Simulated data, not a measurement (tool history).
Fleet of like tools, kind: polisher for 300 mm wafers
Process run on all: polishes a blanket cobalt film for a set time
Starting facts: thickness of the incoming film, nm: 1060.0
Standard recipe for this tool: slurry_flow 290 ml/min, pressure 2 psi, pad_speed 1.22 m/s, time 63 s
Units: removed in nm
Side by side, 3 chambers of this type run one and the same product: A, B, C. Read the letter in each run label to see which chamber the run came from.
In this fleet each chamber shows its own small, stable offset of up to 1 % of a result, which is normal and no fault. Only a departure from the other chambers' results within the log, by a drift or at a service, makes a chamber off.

run,hour,slurry_flow,pressure,pad_speed,time,removed
# hour 0.5: chamber A: slurry nozzle cleaned
1A,5.3,290,2,1.22,63,334.8
# hour 6.6: chamber A: worn pad replaced by a new one
2C,10.4,290,2,1.22,63,329.62
3B,14.7,290,2,1.22,63,328.72
4B,19.3,290,2,1.22,63,334.72
5A,22.7,290,2,1.22,63,330.16
6C,27.9,290,2,1.22,63,332.4
7C,31,290,2,1.22,63,329.85
# hour 31.4: chamber B: worn pad replaced by a new one
8A,35.5,290,2,1.22,63,325.86
9B,39.7,290,2.3,1.22,63,387.89
10A,42.4,290,2.3,1.22,63,373.05
11B,45.9,290,2.3,1.22,63,382.81
12C,50.9,290,2,1.22,63,334.59
13C,55.5,290,2,1.22,63,332.23
14B,58,290,1.4,0.86,63,161.6
# hour 58.2: chamber C: worn pad replaced by a new one
15A,62.2,290,1.4,0.86,63,166.44
16A,67.4,290,1.4,0.86,63,163.01
17B,71.7,290,2,1.22,63,328.26
18C,75.2,290,2,1.22,63,321.6
19B,78.6,290,2,1.22,63,340.12
# hour 83.5: chamber C: head pressure recalibrated
20C,83.5,290,2,1.22,63,304.32
21A,87,290,2,1.22,63,330.52
22B,91.5,290,2,1.22,63,335.15
23A,96.3,290,2,1.22,63,331.07
24C,100.7,290,2,1.22,63,311.12
25A,103.7,290,2,1.22,63,323.16
26C,108.8,360,1.8,1.22,63,278.87
27B,112,360,1.8,1.22,63,306.79
28C,114.6,360,1.8,1.22,63,286.52
29A,117.7,290,2,1.22,63,331.28
30B,121.3,290,2,1.22,63,331.85
31C,126.2,290,2,1.22,63,311.74
32B,129.7,290,2,1.22,63,334.24
33A,133.5,290,2,1.22,63,334.06
34C,138.2,290,2,1.22,63,305.11
35A,141.2,290,2,1.22,63,326.75
# hour 141.3: chamber B: worn pad replaced by a new one
36B,146.4,290,2,1.22,63,330.76

Has any chamber moved away from the others, gradually or after a service, or does the common gauge drift, or do the chambers differ only by their own small steady offsets? State the chamber and the most likely cause if one applies.

After it was serviced, chamber C no longer matches the other chambers.
What lies behind it: head's pressure below its setpoint, % = 6.09.

Here are 4 candidates for chamber C's next run, each the usual settings with a change, their results left as question marks. Which one brings its results back in line with what the others give on the usual settings?
To be in line, a result may differ from the other chambers' mean on the usual settings by at most: removed 13 nm
37C-1,150.3,290,2,1.18,61,?
37C-2,150.3,290,2.1,1.28,66,?
37C-3,150.3,290,2,1.26,65,?
37C-4,150.3,290,1.9,1.16,60,?

Mean of the other chambers on the usual settings: removed 331.41 nm
run,removed
37C-1,287.08
37C-2,354.31
37C-3,326.97
37C-4,263.57
Change 37C-3 lands the chamber within the allowed miss of the other chambers.
